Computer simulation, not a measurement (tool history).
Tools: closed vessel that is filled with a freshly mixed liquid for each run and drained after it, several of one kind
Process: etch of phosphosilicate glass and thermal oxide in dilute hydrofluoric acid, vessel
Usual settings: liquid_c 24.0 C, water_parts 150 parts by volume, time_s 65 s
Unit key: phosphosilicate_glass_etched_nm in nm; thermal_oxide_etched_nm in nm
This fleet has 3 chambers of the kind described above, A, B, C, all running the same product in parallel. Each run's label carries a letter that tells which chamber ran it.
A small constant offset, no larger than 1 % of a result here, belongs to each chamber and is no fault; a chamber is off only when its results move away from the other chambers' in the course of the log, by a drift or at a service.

run	hour	liquid_c	water_parts	time_s	read-back film thickness of the phosphosilicate glass reference wafer, read on the same gauge (nm)	read-back film thickness of the thermal oxide reference wafer, read on the same gauge (nm)	phosphosilicate_glass_etched_nm	thermal_oxide_etched_nm
1B	4.3	24.0	150	65	69.982	29.997	24.771	2.0234
2C	11.4	24.0	150	65	70.027	30.014	24.507	1.9924
3A	17.7	24.0	150	65	69.985	29.988	24.975	2.0145
4A	21.9	24.0	150	65	69.976	30.022	24.375	2.0347
5B	25.8	24.0	150	65	70.016	30.030	24.568	1.9974
6C	31.5	24.0	150	65	70.002	30.020	25.135	1.9953
7A	38.6	27.5	150	40	69.987	29.969	16.992	1.4225
8C	44.2	27.5	150	40	70.019	29.999	17.267	1.4132
# hour 47.1: chamber C: hydrofluoric acid flow meter replaced
9B	52.4	27.5	150	40	69.985	30.004	17.362	1.4533
10A	59.6	24.0	150	65	70.012	29.983	24.464	2.0257
11B	66.1	24.0	150	65	70.018	30.047	24.296	2.0318
12C	69.9	24.0	150	65	70.004	30.009	24.433	2.0361
13A	74.3	24.0	150	65	69.965	30.019	24.534	1.9960
14B	79.7	24.0	150	65	69.978	30.024	24.125	2.0703
# hour 85.9: chamber B: hydrofluoric acid flow meter replaced
15C	86.8	24.0	150	65	70.025	29.987	24.608	2.0206
16B	93.8	24.0	150	65	70.006	30.046	24.682	2.0566
17A	98.1	24.0	150	40	69.990	30.006	15.423	1.2675
18C	104.1	24.0	150	40	69.989	29.972	15.322	1.2402
# hour 106.6: chamber A: hydrofluoric acid flow meter replaced
19A	107.8	24.0	150	40	70.017	30.037	14.890	1.1998
20C	111.7	24.0	195	65	70.027	29.967	17.988	1.4555
21B	119.9	24.0	195	65	69.956	29.995	18.095	1.4991
22B	126.1	24.0	195	65	69.975	30.070	18.026	1.4764
23C	134.3	24.0	150	65	69.993	30.016	24.560	2.0082
24A	142.4	21.0	150	65	70.010	30.005	21.945	1.7740
25C	149.2	21.0	150	65	69.962	29.966	21.873	1.7779
# hour 151.0: chamber C: thermometer replaced
26A	155.5	21.0	150	65	70.004	30.021	21.507	1.8097
27B	161.7	24.0	150	65	70.020	29.984	24.821	2.0598
28C	168.3	24.0	150	65	70.016	30.006	24.750	1.9923
29B	175.2	24.0	150	65	70.010	29.936	24.716	2.0288
30A	180.2	24.0	150	65	70.009	30.047	24.395	1.9875
31C	185.0	24.0	150	65	69.992	29.965	24.437	2.0345
32A	191.5	24.0	150	65	69.974	30.024	24.401	2.0383
33B	199.8	24.0	150	65	70.033	30.000	24.641	2.0261
34A	206.5	24.0	150	65	69.967	29.998	24.438	2.0300
35B	213.7	20.5	185	65	70.000	30.047	16.667	1.3757
36C	218.3	20.5	185	65	70.030	29.991	16.798	1.3758
37A	224.8	20.5	185	65	70.015	30.017	16.533	1.3793
38C	232.3	24.0	150	65	69.986	30.017	24.751	2.0270
39B	240.0	24.0	150	65	70.036	29.975	24.122	2.0852
40C	247.9	24.0	150	65	70.012	30.055	24.744	2.0085
41B	253.2	24.0	150	65	69.963	30.028	24.452	2.0429
42A	260.3	24.0	150	65	70.023	29.986	24.611	2.0029

Next, every chamber runs the same settings. What will each give?
43A	266.4	24.0	150	65			?	?
43B	266.4	24.0	150	65			?	?
43C	266.4	24.0	150	65			?	?

run	phosphosilicate_glass_etched_nm	thermal_oxide_etched_nm
43A	24.590	1.9787
43B	24.686	1.9943
43C	24.849	2.0419
